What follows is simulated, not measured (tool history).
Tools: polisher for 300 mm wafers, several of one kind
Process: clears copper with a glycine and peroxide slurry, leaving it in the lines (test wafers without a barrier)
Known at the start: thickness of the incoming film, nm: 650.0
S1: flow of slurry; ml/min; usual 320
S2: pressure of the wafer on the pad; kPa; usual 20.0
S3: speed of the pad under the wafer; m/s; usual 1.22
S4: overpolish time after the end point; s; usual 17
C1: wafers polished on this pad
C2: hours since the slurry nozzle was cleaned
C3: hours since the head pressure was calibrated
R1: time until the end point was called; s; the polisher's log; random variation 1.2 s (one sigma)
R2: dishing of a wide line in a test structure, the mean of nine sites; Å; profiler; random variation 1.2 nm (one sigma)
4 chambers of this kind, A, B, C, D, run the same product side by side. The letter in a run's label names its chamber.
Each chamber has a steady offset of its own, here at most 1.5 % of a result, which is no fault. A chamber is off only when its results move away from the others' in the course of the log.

run 1A hour=2.4 | S1=320 S2=20.0 S3=1.22 S4=17 | C1=766 C2=430.0 C3=27.4 | R1=83.038 R2=729.09
run 2D hour=6.4 | S1=320 S2=20.0 S3=1.22 S4=17 | C1=214 C2=93.4 C3=280.4 | R1=80.166 R2=760.27
-- hour=8.6 chamber C: worn pad replaced by a new one
run 3C hour=11.3 | S1=320 S2=20.0 S3=1.22 S4=17 | C1=20 C2=31.4 C3=393.6 | R1=78.189 R2=729.94
run 4B hour=15.5 | S1=320 S2=20.0 S3=1.22 S4=17 | C1=404 C2=115.5 C3=174.3 | R1=83.873 R2=736.35
run 5D hour=18.9 | S1=320 S2=20.0 S3=1.22 S4=17 | C1=308 C2=105.9 C3=292.9 | R1=80.273 R2=727.04
run 6A hour=21.8 | S1=320 S2=20.0 S3=1.22 S4=17 | C1=912 C2=449.4 C3=46.8 | R1=82.159 R2=723.23
run 7C hour=25.5 | S1=320 S2=20.0 S3=1.22 S4=17 | C1=127 C2=45.6 C3=407.8 | R1=78.781 R2=734.38
run 8B hour=28.0 | S1=320 S2=20.0 S3=1.22 S4=17 | C1=498 C2=128.0 C3=186.8 | R1=81.520 R2=757.67
-- hour=30.4 chamber B: worn pad replaced by a new one
run 9B hour=31.4 | S1=320 S2=20.0 S3=1.22 S4=17 | C1=7 C2=131.4 C3=190.2 | R1=81.635 R2=721.93
run 10C hour=33.5 | S1=320 S2=20.0 S3=1.22 S4=17 | C1=187 C2=53.6 C3=415.8 | R1=82.103 R2=709.95
run 11A hour=37.0 | S1=320 S2=20.0 S3=1.22 S4=17 | C1=1026 C2=464.6 C3=62.0 | R1=81.019 R2=738.43
run 12D hour=39.6 | S1=320 S2=20.0 S3=1.22 S4=17 | C1=464 C2=126.6 C3=313.6 | R1=80.139 R2=730.49
run 13B hour=44.5 | S1=320 S2=20.0 S3=1.22 S4=17 | C1=106 C2=144.5 C3=203.3 | R1=83.503 R2=734.17
run 14D hour=48.5 | S1=320 S2=20.0 S3=1.22 S4=17 | C1=530 C2=135.5 C3=322.5 | R1=83.831 R2=720.24
run 15C hour=53.2 | S1=320 S2=20.0 S3=1.22 S4=17 | C1=335 C2=73.3 C3=435.5 | R1=79.892 R2=756.75
run 16A hour=56.3 | S1=320 S2=20.0 S3=1.22 S4=17 | C1=1171 C2=483.9 C3=81.3 | R1=80.721 R2=700.85
run 17D hour=59.4 | S1=320 S2=20.0 S3=1.22 S4=17 | C1=612 C2=146.4 C3=333.4 | R1=83.329 R2=719.59
run 18A hour=62.2 | S1=320 S2=20.0 S3=1.22 S4=17 | C1=1215 C2=489.8 C3=87.2 | R1=84.060 R2=729.07
run 19B hour=64.8 | S1=320 S2=20.0 S3=1.22 S4=17 | C1=258 C2=164.8 C3=223.6 | R1=83.328 R2=753.62
run 20C hour=66.9 | S1=320 S2=20.0 S3=1.22 S4=17 | C1=438 C2=87.0 C3=449.2 | R1=82.068 R2=732.45
run 21C hour=71.3 | S1=320 S2=20.0 S3=1.22 S4=17 | C1=471 C2=91.4 C3=453.6 | R1=80.732 R2=747.25
run 22B hour=75.4 | S1=320 S2=13.8 S3=1.22 S4=17 | C1=338 C2=175.4 C3=234.2 | R1=112.280 R2=571.04
-- hour=76.3 chamber C: head pressure recalibrated
run 23D hour=79.0 | S1=320 S2=13.8 S3=1.22 S4=17 | C1=759 C2=166.0 C3=353.0 | R1=116.280 R2=552.99
-- hour=80.0 chamber C: worn pad replaced by a new one
run 24A hour=81.7 | S1=320 S2=13.8 S3=1.22 S4=17 | C1=1361 C2=509.3 C3=106.7 | R1=109.010 R2=581.62
-- hour=83.4 chamber B: slurry nozzle cleaned
run 25A hour=86.4 | S1=320 S2=13.8 S3=1.22 S4=17 | C1=1396 C2=514.0 C3=111.4 | R1=113.510 R2=582.74
run 26B hour=90.2 | S1=320 S2=20.0 S3=1.22 S4=17 | C1=449 C2=6.9 C3=249.0 | R1=81.381 R2=743.36
-- hour=90.6 chamber B: worn pad replaced by a new one
run 27D hour=92.6 | S1=320 S2=20.0 S3=1.22 S4=17 | C1=861 C2=179.6 C3=366.6 | R1=84.950 R2=706.72
run 28C hour=96.7 | S1=320 S2=20.0 S3=1.22 S4=17 | C1=125 C2=116.8 C3=20.4 | R1=79.704 R2=737.49
-- hour=98.0 chamber A: worn pad replaced by a new one
run 29C hour=99.9 | S1=320 S2=20.0 S3=1.22 S4=17 | C1=149 C2=120.0 C3=23.6 | R1=80.668 R2=726.43
run 30B hour=102.4 | S1=320 S2=20.0 S3=1.22 S4=17 | C1=89 C2=19.1 C3=261.2 | R1=80.621 R2=731.81
run 31A hour=105.4 | S1=320 S2=20.0 S3=1.22 S4=17 | C1=56 C2=533.0 C3=130.4 | R1=80.728 R2=719.08
run 32D hour=108.9 | S1=320 S2=20.0 S3=1.22 S4=17 | C1=983 C2=195.9 C3=382.9 | R1=87.680 R2=697.34
run 33A hour=112.4 | S1=320 S2=20.0 S3=1.22 S4=17 | C1=108 C2=540.0 C3=137.4 | R1=83.744 R2=725.31
run 34B hour=115.1 | S1=320 S2=20.0 S3=1.22 S4=17 | C1=184 C2=31.8 C3=273.9 | R1=81.558 R2=738.43
run 35C hour=119.7 | S1=320 S2=20.0 S3=1.22 S4=17 | C1=298 C2=139.8 C3=43.4 | R1=80.471 R2=749.93
run 36D hour=122.7 | S1=320 S2=20.0 S3=1.22 S4=17 | C1=1087 C2=209.7 C3=396.7 | R1=88.700 R2=710.43
run 37A hour=124.9 | S1=320 S2=20.0 S3=1.22 S4=17 | C1=202 C2=552.5 C3=149.9 | R1=81.343 R2=718.50
run 38B hour=127.6 | S1=320 S2=20.0 S3=1.22 S4=17 | C1=278 C2=44.3 C3=286.4 | R1=82.103 R2=739.75

What goes on in this fleet: one chamber off, a drifting gauge, or nothing beyond the chambers' own small offsets? Name the chamber and the cause, if any.

Chamber D drifts away from the others.
Cause: removal rate lost through wear of the pad, % = 7.57.
The log may not tell that from: head's pressure below its setpoint, %.

Here are 4 candidates for chamber D's next run, each the usual settings with a change, their results left as question marks. Which one brings its results back in line with what the others give on the usual settings?
In line means no further than this from the other chambers' mean on the usual settings: R1 4.300 s; R2 41.00 Å
run 39D-1 hour=131.2 | S1=320 S2=20.7 S3=1.28 S4=17 | R1=? R2=?
run 39D-2 hour=131.2 | S1=320 S2=19.3 S3=1.16 S4=17 | R1=? R2=?
run 39D-3 hour=131.2 | S1=325 S2=22.1 S3=1.34 S4=17 | R1=? R2=?
run 39D-4 hour=131.2 | S1=315 S2=17.9 S3=1.10 S4=17 | R1=? R2=?

The other chambers' mean on the usual settings: R1 81.780 s; R2 729.08 Å
run=39D-1 R1=82.452 R2=724.35
run=39D-2 R1=95.145 R2=657.54
run=39D-3 R1=74.792 R2=773.36
run=39D-4 R1=105.970 R2=608.03
39D-1 brings the chamber back in line.
